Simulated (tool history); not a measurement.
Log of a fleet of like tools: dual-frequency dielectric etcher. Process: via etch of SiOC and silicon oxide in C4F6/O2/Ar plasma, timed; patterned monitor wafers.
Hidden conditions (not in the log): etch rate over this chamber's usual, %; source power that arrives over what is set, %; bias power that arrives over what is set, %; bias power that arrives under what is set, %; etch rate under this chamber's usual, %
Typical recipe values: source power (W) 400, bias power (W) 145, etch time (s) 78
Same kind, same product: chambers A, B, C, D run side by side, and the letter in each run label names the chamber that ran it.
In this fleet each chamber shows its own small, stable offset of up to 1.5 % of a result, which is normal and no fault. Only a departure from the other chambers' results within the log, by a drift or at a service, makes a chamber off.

| run | day | source power (W) | bias power (W) | etch time (s) | hours since the last wet clean | hours since the last source power generator calibration | hours since the last bias power generator calibration | read-back reference wafer on the same gauge, depth_nm | mean etch depth across the wafer (nm) |
|---|---|---|---|---|---|---|---|---|---|
| 1D | 0.521 | 400 | 145 | 78 | 85.1 | 2994.2 | 737.3 | 76.159 | 83.631 |
|  | 0.65 | chamber A: wet clean of the chamber |
| 2C | 0.879 | 400 | 145 | 78 | 217.2 | 773.5 | 2781.5 | 76.156 | 82.131 |
| 3B | 1.167 | 400 | 145 | 78 | 98.8 | 2811.8 | 432.9 | 76.16 | 81.025 |
| 4A | 1.625 | 400 | 145 | 78 | 23.4 | 1140.1 | 4277.2 | 76.141 | 82.821 |
| 5B | 1.971 | 400 | 145 | 78 | 118.1 | 2831.1 | 452.2 | 76.16 | 80.948 |
| 6A | 2.429 | 400 | 145 | 78 | 42.7 | 1159.4 | 4296.5 | 76.084 | 82.545 |
| 7D | 2.867 | 400 | 145 | 78 | 141.4 | 3050.5 | 793.6 | 76.108 | 83.134 |
| 8C | 3.325 | 400 | 145 | 78 | 275.9 | 832.2 | 2840.2 | 76.07 | 82.192 |
| 9B | 3.85 | 400 | 145 | 78 | 163.2 | 2876.2 | 497.3 | 76.063 | 80.912 |
| 10D | 4.125 | 400 | 145 | 78 | 171.6 | 3080.7 | 823.8 | 76.051 | 83.282 |
| 11C | 4.542 | 400 | 145 | 78 | 305.1 | 861.4 | 2869.4 | 76.029 | 82.408 |
| 12A | 5.05 | 400 | 145 | 78 | 105.6 | 1222.3 | 4359.4 | 76.032 | 82.736 |
| 13C | 5.383 | 400 | 145 | 85.5 | 325.3 | 881.6 | 2889.6 | 75.981 | 89.878 |
| 14B | 5.742 | 400 | 145 | 85.5 | 208.6 | 2921.6 | 542.7 | 75.985 | 88.849 |
| 15D | 6.054 | 400 | 145 | 85.5 | 217.9 | 3127 | 870.1 | 76.003 | 91.089 |
| 16A | 6.508 | 400 | 145 | 85.5 | 140.6 | 1257.3 | 4394.4 | 75.964 | 90.64 |
| 17C | 6.796 | 400 | 145 | 78 | 359.2 | 915.5 | 2923.5 | 75.976 | 82.139 |
| 18D | 7.092 | 400 | 145 | 78 | 242.8 | 3151.9 | 895 | 75.943 | 82.93 |
| 19A | 7.458 | 400 | 145 | 78 | 163.4 | 1280.1 | 4417.2 | 75.915 | 82.337 |
| 20B | 7.962 | 400 | 145 | 78 | 261.9 | 2974.9 | 596 | 75.92 | 80.77 |
| 21B | 8.342 | 400 | 145 | 78 | 271 | 2984 | 605.1 | 75.878 | 80.847 |
| 22D | 8.638 | 400 | 163 | 78 | 279.9 | 3189 | 932.1 | 75.902 | 86.098 |
|  | 8.958 | chamber C: wet clean of the chamber |
| 23A | 9.112 | 400 | 163 | 78 | 203.1 | 1319.8 | 4456.9 | 75.869 | 85.553 |
| 24C | 9.496 | 400 | 163 | 78 | 13 | 980.3 | 2988.3 | 75.844 | 84.816 |
| 25B | 9.958 | 400 | 163 | 78 | 309.8 | 3022.8 | 643.9 | 75.824 | 83.475 |
| 26A | 10.483 | 400 | 145 | 69 | 236 | 1352.7 | 4489.8 | 75.829 | 73.201 |
|  | 10.546 | chamber A: bias power generator calibrated |
| 27D | 10.812 | 400 | 145 | 69 | 332.1 | 3241.2 | 984.3 | 75.836 | 73.318 |
| 28C | 11.15 | 400 | 145 | 69 | 52.7 | 1020 | 3028 | 75.782 | 72.179 |
| 29C | 11.508 | 400 | 145 | 69 | 61.3 | 1028.6 | 3036.6 | 75.758 | 72.382 |
| 30B | 11.858 | 400 | 145 | 78 | 355.4 | 3068.4 | 689.5 | 75.801 | 80.656 |
| 31D | 12.392 | 400 | 145 | 78 | 370 | 3279.1 | 1022.2 | 75.773 | 83.015 |
| 32A | 12.825 | 400 | 145 | 78 | 292.2 | 1408.9 | 54.7 | 75.763 | 82.169 |
| 33D | 13.112 | 400 | 145 | 78 | 387.3 | 3296.4 | 1039.5 | 75.72 | 82.716 |
|  | 13.129 | chamber C: bias power generator calibrated |
| 34A | 13.433 | 400 | 145 | 78 | 306.8 | 1423.5 | 69.3 | 75.7 | 82.161 |
|  | 13.771 | chamber B: wet clean of the chamber |
| 35B | 13.95 | 310 | 145 | 68 | 4.4 | 3118.6 | 739.7 | 75.695 | 63.726 |
| 36C | 14.446 | 310 | 145 | 68 | 131.8 | 1099.1 | 31.7 | 75.66 | 64.222 |

Read the log: is a single chamber off, either drifting away or since a service, is the gauge that measures every chamber drifting, or is nothing wrong beyond small per-chamber offsets? Name any odd chamber and what most likely caused it.

It is the gauge, not a chamber: its drift shows up in every chamber's results at once, and no chamber is off.
Cause: gauge reads low (%) = 0.697.
